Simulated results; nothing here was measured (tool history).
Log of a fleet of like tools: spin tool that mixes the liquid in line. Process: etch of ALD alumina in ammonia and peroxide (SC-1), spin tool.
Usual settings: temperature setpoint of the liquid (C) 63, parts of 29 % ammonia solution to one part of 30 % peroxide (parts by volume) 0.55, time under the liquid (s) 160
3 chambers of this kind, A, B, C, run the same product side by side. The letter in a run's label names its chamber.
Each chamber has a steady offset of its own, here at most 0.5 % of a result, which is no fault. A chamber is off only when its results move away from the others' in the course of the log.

run,hour,temperature setpoint of the liquid (C),parts of 29 % ammonia solution to one part of 30 % peroxide (parts by volume),time under the liquid (s),hours since the thermometer was replaced,hours since the ammonia flow meter was replaced,hours since the heated supply line was repaired,hours since the drum of ammonia solution was connected,"read-back film thickness of the ALD alumina reference wafer, read on the same gauge (nm)",thickness taken off the ALD alumina on a monitor wafer (angstrom)
1C,2.4,63,0.55,160,2474.3,190.4,2374.9,382.1,89.979,98.441
2B,6.6,63,0.55,160,250.6,155.5,2917.1,941.3,90.011,98.569
3A,9.7,63,0.55,160,1001.4,787.7,156.1,41.5,90.014,97.806
4B,12.6,63,0.55,160,256.6,161.5,2923.1,947.3,89.997,98.165
5C,16.6,63,0.55,160,2488.5,204.6,2389.1,396.3,90.004,96.228
6A,19.1,63,0.55,160,1010.8,797.1,165.5,50.9,89.988,98.285
7A,21.2,63,0.55,160,1012.9,799.2,167.6,53,90.005,99.868
8B,25.3,63,0.55,160,269.3,174.2,2935.8,960,90.017,97.736
9C,29.1,63,0.55,160,2501,217.1,2401.6,408.8,90.013,97.164
10B,32.1,63,0.55,160,276.1,181,2942.6,966.8,90.006,99.352
# hour 32.5: chamber C: thermometer replaced
11A,34.3,63,0.55,160,1026,812.3,180.7,66.1,90.005,97.805
12C,37,63,0.55,160,4.6,225,2409.5,416.7,90.018,98.847
13B,41.9,63,0.55,160,285.9,190.8,2952.4,976.6,90.044,99.01
14A,46,63,0.55,160,1037.7,824,192.4,77.8,89.99,99.375
15C,50.2,63,0.55,160,17.8,238.2,2422.7,429.9,89.993,98.857
16A,54.2,63,0.55,160,1045.9,832.2,200.6,86,89.97,98.016
17C,58.3,63,0.55,160,25.9,246.3,2430.8,438,89.994,97.478
18B,63.2,63,0.55,160,307.2,212.1,2973.7,997.9,90.037,97.271
19A,66.2,63,0.55,160,1057.9,844.2,212.6,98,89.976,97.427
20B,70.2,70,0.55,100,314.2,219.1,2980.7,1004.9,89.973,86.647
21C,72.4,70,0.55,100,40,260.4,2444.9,452.1,89.996,85.473
22B,76.6,70,0.55,100,320.6,225.5,2987.1,1011.3,90.008,87.129
23C,80.8,63,0.55,70,48.4,268.8,2453.3,460.5,89.977,42.62
24A,85.4,63,0.55,70,1077.1,863.4,231.8,117.2,89.985,42.993
25A,88.5,63,0.55,70,1080.2,866.5,234.9,120.3,90.009,43.867
26B,92,63,0.55,160,336,240.9,3002.5,1026.7,89.992,97.275
27C,94.3,63,0.55,160,61.9,282.3,2466.8,474,89.965,98.527
28C,96.6,53.5,0.55,160,64.2,284.6,2469.1,476.3,90.005,59.486

Next, every chamber runs the same settings. What will each give?
29A,100.2,63,0.55,160,,,,,,?
29B,100.2,63,0.55,160,,,,,,?
29C,100.2,63,0.55,160,,,,,,?

run,thickness taken off the ALD alumina on a monitor wafer (angstrom)
29A,97.454
29B,95.928
29C,97.658

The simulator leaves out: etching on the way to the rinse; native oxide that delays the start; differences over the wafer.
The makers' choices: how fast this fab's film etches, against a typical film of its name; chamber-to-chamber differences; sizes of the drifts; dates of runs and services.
